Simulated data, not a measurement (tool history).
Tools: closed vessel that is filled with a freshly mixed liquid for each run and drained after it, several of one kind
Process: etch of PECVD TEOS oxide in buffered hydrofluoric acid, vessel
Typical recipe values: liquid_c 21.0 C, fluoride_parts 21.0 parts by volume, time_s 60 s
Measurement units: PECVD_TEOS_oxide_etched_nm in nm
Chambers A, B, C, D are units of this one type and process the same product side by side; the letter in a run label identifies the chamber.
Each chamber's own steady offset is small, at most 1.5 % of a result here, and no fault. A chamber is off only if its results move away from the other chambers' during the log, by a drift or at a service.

run	day	liquid_c	fluoride_parts	time_s	hours since the thermometer was replaced	hours since the hydrofluoric acid flow meter was replaced	read-back film thickness of the PECVD TEOS oxide reference wafer, read on the same gauge (nm)	PECVD_TEOS_oxide_etched_nm
1A	0.462	21.0	21.0	60	177.2	1603.1	120.00	33.143
2D	0.833	21.0	21.0	60	234.2	684.5	119.98	33.497
3C	1.217	21.0	21.0	60	567.9	896.5	119.99	33.009
4B	1.554	21.0	21.0	60	694.8	419.2	119.99	33.060
5D	1.817	21.0	21.0	60	257.8	708.1	120.00	33.870
6A	2.325	21.0	21.0	60	221.9	1647.8	119.97	33.095
7B	2.758	21.0	21.0	60	723.7	448.1	120.03	33.254
8C	3.288	21.0	21.0	60	617.6	946.2	119.98	32.921
9C	3.683	21.0	21.0	60	627.1	955.7	119.98	33.104
10D	4.188	17.0	21.0	80	314.7	765.0	120.04	35.910
11A	4.492	17.0	21.0	80	273.9	1699.8	119.98	35.140
12B	5.000	17.0	21.0	80	777.5	501.9	120.03	35.161
13D	5.267	17.0	21.0	80	340.6	790.9	120.00	35.802
14A	5.583	21.0	21.0	60	300.1	1726.0	120.00	33.172
15B	5.879	21.0	21.0	60	798.6	523.0	120.02	33.054
16C	6.267	21.0	21.0	60	689.1	1017.7	119.99	33.012
17B	6.800	21.0	21.0	60	820.7	545.1	119.98	33.162
18D	7.188	21.0	21.0	45	386.7	837.0	120.05	25.318
19C	7.704	21.0	21.0	45	723.6	1052.2	120.02	24.824
20A	8.021	21.0	21.0	45	358.6	1784.5	120.01	24.939
21A	8.254	21.0	21.0	45	364.2	1790.1	120.04	25.082
22C	8.642	21.0	21.0	60	746.1	1074.7	119.99	32.770
23B	9.067	21.0	21.0	60	875.1	599.5	120.03	33.289
24D	9.408	21.0	21.0	60	440.0	890.3	119.97	33.647
25D	9.783	21.0	13.5	80	449.0	899.3	120.03	67.344
26A	10.079	21.0	13.5	80	408.0	1833.9	119.99	67.698
27B	10.567	21.0	13.5	80	911.1	635.5	119.97	68.072
# day 11.079: chamber C: hydrofluoric acid flow meter replaced
28C	11.096	21.0	13.5	80	805.0	0.4	120.01	66.490
29A	11.638	21.0	21.0	60	445.4	1871.3	120.03	33.144
30C	11.967	21.0	21.0	60	825.9	21.3	120.04	32.861
# day 12.329: chamber C: thermometer replaced
31D	12.388	21.0	17.0	30	511.5	961.8	119.97	20.322
32B	12.883	21.0	17.0	30	966.7	691.1	120.02	20.288
33C	13.329	21.0	17.0	30	24.1	54.0	120.04	19.966
34A	13.729	21.0	17.0	30	495.6	1921.5	119.99	20.275
35B	14.158	21.0	21.0	60	997.3	721.7	120.01	33.351

The same settings go to every chamber for the next run, one line per chamber below. Forecast the results for each:
36A	14.550	24.5	21.0	60				?
36B	14.550	24.5	21.0	60				?
36C	14.550	24.5	21.0	60				?
36D	14.550	24.5	21.0	60				?

run	PECVD_TEOS_oxide_etched_nm
36A	40.391
36B	40.193
36C	39.840
36D	41.094
